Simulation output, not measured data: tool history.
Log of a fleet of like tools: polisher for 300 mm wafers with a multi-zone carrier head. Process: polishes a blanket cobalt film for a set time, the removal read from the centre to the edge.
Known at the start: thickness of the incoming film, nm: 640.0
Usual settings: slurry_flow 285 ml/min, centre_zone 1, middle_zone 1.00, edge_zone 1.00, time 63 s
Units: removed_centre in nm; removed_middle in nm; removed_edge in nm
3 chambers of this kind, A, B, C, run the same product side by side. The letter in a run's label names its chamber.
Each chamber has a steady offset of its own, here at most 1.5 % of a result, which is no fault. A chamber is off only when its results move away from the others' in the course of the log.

| run | hour | slurry_flow | centre_zone | middle_zone | edge_zone | time | removed_centre | removed_middle | removed_edge |
|---|---|---|---|---|---|---|---|---|---|
| 1A | 6.6 | 285 | 1 | 1.00 | 1.00 | 63 | 181.02 | 173.51 | 181.50 |
| 2B | 13.2 | 285 | 1 | 1.00 | 1.00 | 63 | 177.15 | 179.45 | 177.75 |
| 3C | 17.8 | 285 | 1 | 1.00 | 1.00 | 63 | 180.24 | 178.64 | 180.12 |
| 4B | 20.9 | 285 | 1 | 1.00 | 1.00 | 63 | 182.15 | 180.88 | 180.19 |
|  | 24.5 | chamber B: edge zone pressure recalibrated |
| 5A | 26.0 | 285 | 1 | 1.00 | 1.00 | 63 | 178.88 | 178.03 | 183.59 |
| 6C | 29.6 | 285 | 1 | 1.00 | 1.00 | 63 | 182.95 | 181.98 | 179.83 |
| 7A | 35.9 | 285 | 1 | 1.00 | 1.00 | 63 | 182.60 | 178.22 | 181.97 |
| 8B | 39.6 | 285 | 1 | 1.00 | 1.00 | 63 | 179.25 | 181.77 | 176.68 |
|  | 42.6 | chamber A: worn pad replaced by a new one |
| 9C | 43.4 | 285 | 1 | 1.00 | 1.00 | 63 | 184.27 | 182.38 | 181.58 |
| 10B | 48.2 | 285 | 1 | 1.00 | 1.00 | 63 | 180.36 | 182.31 | 178.54 |
| 11A | 53.4 | 285 | 1 | 1.00 | 1.00 | 43 | 122.09 | 120.69 | 124.73 |
| 12C | 56.9 | 285 | 1 | 1.00 | 1.00 | 43 | 122.68 | 122.09 | 121.68 |
| 13A | 60.5 | 285 | 1 | 1.00 | 1.00 | 43 | 124.69 | 117.54 | 122.93 |
| 14C | 64.8 | 285 | 1 | 1.00 | 1.00 | 63 | 181.06 | 181.96 | 179.38 |
| 15B | 71.2 | 285 | 1 | 1.00 | 1.00 | 63 | 179.78 | 182.18 | 178.46 |
| 16C | 74.3 | 285 | 1 | 1.00 | 1.00 | 63 | 181.77 | 187.09 | 180.44 |
| 17A | 80.6 | 285 | 1 | 1.09 | 1.00 | 63 | 175.14 | 194.78 | 186.06 |
| 18B | 85.5 | 285 | 1 | 1.09 | 1.00 | 63 | 177.01 | 192.69 | 177.03 |
| 19B | 92.4 | 285 | 1 | 1.09 | 1.00 | 63 | 178.63 | 196.71 | 180.59 |
| 20A | 96.3 | 285 | 1 | 1.00 | 1.00 | 63 | 173.99 | 176.95 | 182.20 |
|  | 99.5 | chamber B: worn pad replaced by a new one |
| 21C | 100.8 | 285 | 1 | 1.00 | 1.00 | 63 | 178.20 | 178.30 | 178.29 |
| 22B | 105.3 | 285 | 1 | 1.00 | 1.00 | 73 | 208.12 | 204.30 | 204.38 |
| 23A | 110.1 | 285 | 1 | 1.00 | 1.00 | 73 | 201.05 | 205.42 | 211.79 |
|  | 111.2 | chamber C: worn pad replaced by a new one |
| 24C | 116.4 | 285 | 1 | 1.00 | 1.00 | 73 | 211.65 | 208.28 | 205.39 |
| 25B | 121.3 | 285 | 1 | 1.00 | 1.00 | 63 | 179.89 | 179.91 | 179.63 |
| 26C | 125.9 | 285 | 1 | 1.00 | 1.00 | 63 | 181.94 | 180.82 | 179.93 |
| 27A | 132.0 | 285 | 1 | 1.00 | 1.00 | 63 | 169.17 | 177.74 | 180.72 |
| 28B | 136.1 | 285 | 1 | 1.00 | 1.00 | 63 | 177.11 | 184.58 | 176.73 |

What goes on in this fleet: one chamber off, a drifting gauge, or nothing beyond the chambers' own small offsets? Name the chamber and the cause, if any.

Chamber A drifts away from the others.
Cause: centre zone's pressure below its setpoint, % = 7.

Here are 4 candidates for chamber A's next run, each the usual settings with a change, their results left as question marks. Which one brings its results back in line with what the others give on the usual settings?
In line means no further than this from the other chambers' mean on the usual settings: removed_centre 6.60 nm; removed_middle 8.80 nm; removed_edge 6.70 nm
| 29A-1 | 141.1 | 290 | 1.06 | 1.01 | 0.97 | 63 | ? | ? | ? |
| 29A-2 | 141.1 | 280 | 0.94 | 0.99 | 1.03 | 63 | ? | ? | ? |
| 29A-3 | 141.1 | 275 | 0.88 | 0.98 | 1.07 | 63 | ? | ? | ? |
| 29A-4 | 141.1 | 295 | 1.12 | 1.02 | 0.93 | 63 | ? | ? | ? |

The other chambers' mean on the usual settings: removed_centre 179.89 nm; removed_middle 180.83 nm; removed_edge 178.90 nm
| run | removed_centre | removed_middle | removed_edge |
|---|---|---|---|
| 29A-1 | 180.50 | 181.09 | 179.25 |
| 29A-2 | 157.12 | 177.28 | 184.62 |
| 29A-3 | 145.48 | 175.36 | 188.24 |
| 29A-4 | 192.25 | 182.99 | 175.56 |
29A-1 brings the chamber back in line.
